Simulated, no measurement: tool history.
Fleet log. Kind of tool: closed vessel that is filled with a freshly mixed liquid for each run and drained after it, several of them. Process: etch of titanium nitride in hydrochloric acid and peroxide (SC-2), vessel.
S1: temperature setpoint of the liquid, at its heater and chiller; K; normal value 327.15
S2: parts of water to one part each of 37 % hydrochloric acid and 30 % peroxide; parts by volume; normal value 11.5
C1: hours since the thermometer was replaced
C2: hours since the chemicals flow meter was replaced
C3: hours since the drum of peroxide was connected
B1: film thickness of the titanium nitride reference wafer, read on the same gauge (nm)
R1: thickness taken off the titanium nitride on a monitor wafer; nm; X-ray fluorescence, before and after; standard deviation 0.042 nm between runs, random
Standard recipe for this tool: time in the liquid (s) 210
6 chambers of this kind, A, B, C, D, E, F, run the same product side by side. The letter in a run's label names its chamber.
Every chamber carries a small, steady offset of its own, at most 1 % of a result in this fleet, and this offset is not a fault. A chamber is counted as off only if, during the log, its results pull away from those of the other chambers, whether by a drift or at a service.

{"run": "1A", "hour": 2.4, "S1": 327.15, "S2": 11.5, "time in the liquid (s)": 210, "C1": 2462.4, "C2": 972.7, "C3": 501.1, "B1": 119.99, "R1": 7.5248}
{"run": "2B", "hour": 5.9, "S1": 327.15, "S2": 11.5, "time in the liquid (s)": 210, "C1": 1519.7, "C2": 825.4, "C3": 90.2, "B1": 120.02, "R1": 7.3848}
{"run": "3D", "hour": 10.5, "S1": 327.15, "S2": 11.5, "time in the liquid (s)": 210, "C1": 219.5, "C2": 899.5, "C3": 68.8, "B1": 119.98, "R1": 7.4401}
{"run": "4E", "hour": 14.5, "S1": 327.15, "S2": 11.5, "time in the liquid (s)": 210, "C1": 410.5, "C2": 204.3, "C3": 91.7, "B1": 119.97, "R1": 7.4627}
{"hour": 16.9, "done": "chamber A: new drum of peroxide connected"}
{"run": "5C", "hour": 17.6, "S1": 327.15, "S2": 11.5, "time in the liquid (s)": 210, "C1": 1881.4, "C2": 930.5, "C3": 700.9, "B1": 120.02, "R1": 7.3616}
{"run": "6F", "hour": 22.2, "S1": 327.15, "S2": 11.5, "time in the liquid (s)": 210, "C1": 786.5, "C2": 148.3, "C3": 381.2, "B1": 120.03, "R1": 7.3894}
{"run": "7F", "hour": 26.7, "S1": 327.15, "S2": 11.5, "time in the liquid (s)": 210, "C1": 791.0, "C2": 152.8, "C3": 385.7, "B1": 120.0, "R1": 7.4008}
{"run": "8B", "hour": 29.1, "S1": 317.65, "S2": 11.5, "time in the liquid (s)": 90, "C1": 1542.9, "C2": 848.6, "C3": 113.4, "B1": 120.01, "R1": 1.6871}
{"run": "9A", "hour": 32.0, "S1": 317.65, "S2": 11.5, "time in the liquid (s)": 90, "C1": 2492.0, "C2": 1002.3, "C3": 15.2, "B1": 120.01, "R1": 1.6932}
{"run": "10E", "hour": 34.7, "S1": 317.65, "S2": 11.5, "time in the liquid (s)": 90, "C1": 430.7, "C2": 224.5, "C3": 111.9, "B1": 120.03, "R1": 1.6891}
{"run": "11D", "hour": 38.5, "S1": 317.65, "S2": 11.5, "time in the liquid (s)": 90, "C1": 247.5, "C2": 927.5, "C3": 96.8, "B1": 120.01, "R1": 1.672}
{"run": "12C", "hour": 41.2, "S1": 317.65, "S2": 11.5, "time in the liquid (s)": 90, "C1": 1905.0, "C2": 954.1, "C3": 724.5, "B1": 120.0, "R1": 1.6761}
{"run": "13A", "hour": 44.6, "S1": 317.65, "S2": 11.5, "time in the liquid (s)": 90, "C1": 2504.6, "C2": 1014.9, "C3": 27.8, "B1": 119.99, "R1": 1.7156}
{"run": "14E", "hour": 48.8, "S1": 327.15, "S2": 11.5, "time in the liquid (s)": 210, "C1": 444.8, "C2": 238.6, "C3": 126.0, "B1": 119.97, "R1": 7.4694}
{"run": "15F", "hour": 52.1, "S1": 327.15, "S2": 11.5, "time in the liquid (s)": 210, "C1": 816.4, "C2": 178.2, "C3": 411.1, "B1": 119.98, "R1": 7.4593}
{"run": "16B", "hour": 54.9, "S1": 327.15, "S2": 11.5, "time in the liquid (s)": 210, "C1": 1568.7, "C2": 874.4, "C3": 139.2, "B1": 120.01, "R1": 7.4262}
{"run": "17C", "hour": 59.2, "S1": 327.15, "S2": 11.5, "time in the liquid (s)": 210, "C1": 1923.0, "C2": 972.1, "C3": 742.5, "B1": 120.0, "R1": 7.4148}
{"run": "18D", "hour": 63.3, "S1": 327.15, "S2": 11.5, "time in the liquid (s)": 210, "C1": 272.3, "C2": 952.3, "C3": 121.6, "B1": 120.0, "R1": 7.4076}
{"run": "19D", "hour": 66.4, "S1": 327.15, "S2": 11.5, "time in the liquid (s)": 210, "C1": 275.4, "C2": 955.4, "C3": 124.7, "B1": 119.97, "R1": 7.4043}
{"run": "20C", "hour": 70.6, "S1": 327.15, "S2": 11.5, "time in the liquid (s)": 210, "C1": 1934.4, "C2": 983.5, "C3": 753.9, "B1": 120.02, "R1": 7.4347}
{"run": "21E", "hour": 74.3, "S1": 327.15, "S2": 11.5, "time in the liquid (s)": 210, "C1": 470.3, "C2": 264.1, "C3": 151.5, "B1": 119.98, "R1": 7.6386}
{"run": "22A", "hour": 77.8, "S1": 327.15, "S2": 11.5, "time in the liquid (s)": 210, "C1": 2537.8, "C2": 1048.1, "C3": 61.0, "B1": 120.02, "R1": 7.6099}
{"run": "23B", "hour": 81.6, "S1": 327.15, "S2": 11.5, "time in the liquid (s)": 210, "C1": 1595.4, "C2": 901.1, "C3": 165.9, "B1": 120.02, "R1": 7.4786}
{"run": "24F", "hour": 84.7, "S1": 327.15, "S2": 11.5, "time in the liquid (s)": 210, "C1": 849.0, "C2": 210.8, "C3": 443.7, "B1": 119.97, "R1": 7.4187}
{"run": "25A", "hour": 87.4, "S1": 327.15, "S2": 11.5, "time in the liquid (s)": 210, "C1": 2547.4, "C2": 1057.7, "C3": 70.6, "B1": 120.0, "R1": 7.6367}
{"run": "26E", "hour": 89.6, "S1": 327.15, "S2": 11.5, "time in the liquid (s)": 210, "C1": 485.6, "C2": 279.4, "C3": 166.8, "B1": 120.02, "R1": 7.5884}
{"run": "27C", "hour": 94.4, "S1": 327.15, "S2": 11.5, "time in the liquid (s)": 210, "C1": 1958.2, "C2": 1007.3, "C3": 777.7, "B1": 120.01, "R1": 7.4611}
{"run": "28D", "hour": 98.2, "S1": 327.15, "S2": 11.5, "time in the liquid (s)": 210, "C1": 307.2, "C2": 987.2, "C3": 156.5, "B1": 119.99, "R1": 7.504}
{"hour": 100.0, "done": "chamber A: thermometer replaced"}
{"run": "29B", "hour": 103.0, "S1": 327.15, "S2": 11.5, "time in the liquid (s)": 315, "C1": 1616.8, "C2": 922.5, "C3": 187.3, "B1": 119.99, "R1": 11.071}
{"run": "30F", "hour": 106.4, "S1": 327.15, "S2": 11.5, "time in the liquid (s)": 315, "C1": 870.7, "C2": 232.5, "C3": 465.4, "B1": 120.01, "R1": 11.139}
{"run": "31D", "hour": 108.9, "S1": 327.15, "S2": 11.5, "time in the liquid (s)": 315, "C1": 317.9, "C2": 997.9, "C3": 167.2, "B1": 119.98, "R1": 11.247}
{"run": "32A", "hour": 113.7, "S1": 327.15, "S2": 11.5, "time in the liquid (s)": 315, "C1": 13.7, "C2": 1084.0, "C3": 96.9, "B1": 120.0, "R1": 11.52}
{"run": "33F", "hour": 118.1, "S1": 327.15, "S2": 11.5, "time in the liquid (s)": 315, "C1": 882.4, "C2": 244.2, "C3": 477.1, "B1": 120.0, "R1": 11.259}
{"run": "34E", "hour": 120.9, "S1": 327.15, "S2": 11.5, "time in the liquid (s)": 315, "C1": 516.9, "C2": 310.7, "C3": 198.1, "B1": 119.96, "R1": 11.282}
{"run": "35B", "hour": 124.6, "S1": 327.15, "S2": 11.5, "time in the liquid (s)": 210, "C1": 1638.4, "C2": 944.1, "C3": 208.9, "B1": 119.97, "R1": 7.4413}
{"run": "36C", "hour": 128.1, "S1": 327.15, "S2": 11.5, "time in the liquid (s)": 210, "C1": 1991.9, "C2": 1041.0, "C3": 811.4, "B1": 120.02, "R1": 7.445}
{"run": "37D", "hour": 131.6, "S1": 327.15, "S2": 11.5, "time in the liquid (s)": 210, "C1": 340.6, "C2": 1020.6, "C3": 189.9, "B1": 119.98, "R1": 7.5663}
{"run": "38B", "hour": 135.8, "S1": 327.15, "S2": 6.0, "time in the liquid (s)": 210, "C1": 1649.6, "C2": 955.3, "C3": 220.1, "B1": 119.97, "R1": 12.703}
{"run": "39F", "hour": 138.7, "S1": 327.15, "S2": 6.0, "time in the liquid (s)": 210, "C1": 903.0, "C2": 264.8, "C3": 497.7, "B1": 119.97, "R1": 12.493}
{"run": "40A", "hour": 142.5, "S1": 327.15, "S2": 6.0, "time in the liquid (s)": 210, "C1": 42.5, "C2": 1112.8, "C3": 125.7, "B1": 119.98, "R1": 13.018}
{"run": "41E", "hour": 144.6, "S1": 327.15, "S2": 6.0, "time in the liquid (s)": 210, "C1": 540.6, "C2": 334.4, "C3": 221.8, "B1": 120.0, "R1": 12.707}

Which is it: a chamber that has drifted or been left off by a service, a gauge drift common to all chambers, or only each chamber's usual small offset? If a chamber is off, name it and its likeliest cause.

It is chamber A that slowly wanders off from its peers.
Cause: chemicals flow above the setpoint (%) = 3.67.

Below are 4 candidate recipes for chamber A's next run, each the usual settings with a change, their results shown as question marks. Which of them brings A's results back in line with what the other chambers give on the usual settings?
A result is in line if it is within this distance of the other chambers' mean on the usual settings: R1 0.1500 nm
{"run": "42A-1", "hour": 148.1, "S1": 326.15, "S2": 11.5, "time in the liquid (s)": 210, "R1": "?"}
{"run": "42A-2", "hour": 148.1, "S1": 327.15, "S2": 11.0, "time in the liquid (s)": 210, "R1": "?"}
{"run": "42A-3", "hour": 148.1, "S1": 327.15, "S2": 11.5, "time in the liquid (s)": 225, "R1": "?"}
{"run": "42A-4", "hour": 148.1, "S1": 326.65, "S2": 11.5, "time in the liquid (s)": 210, "R1": "?"}

What the other chambers average on the usual settings: R1 7.4639 nm
run=42A-1 R1=7.2372
run=42A-2 R1=8.0257
run=42A-3 R1=8.2824
run=42A-4 R1=7.4825
The answer is 42A-4, which returns the chamber to within the allowed miss of the others.
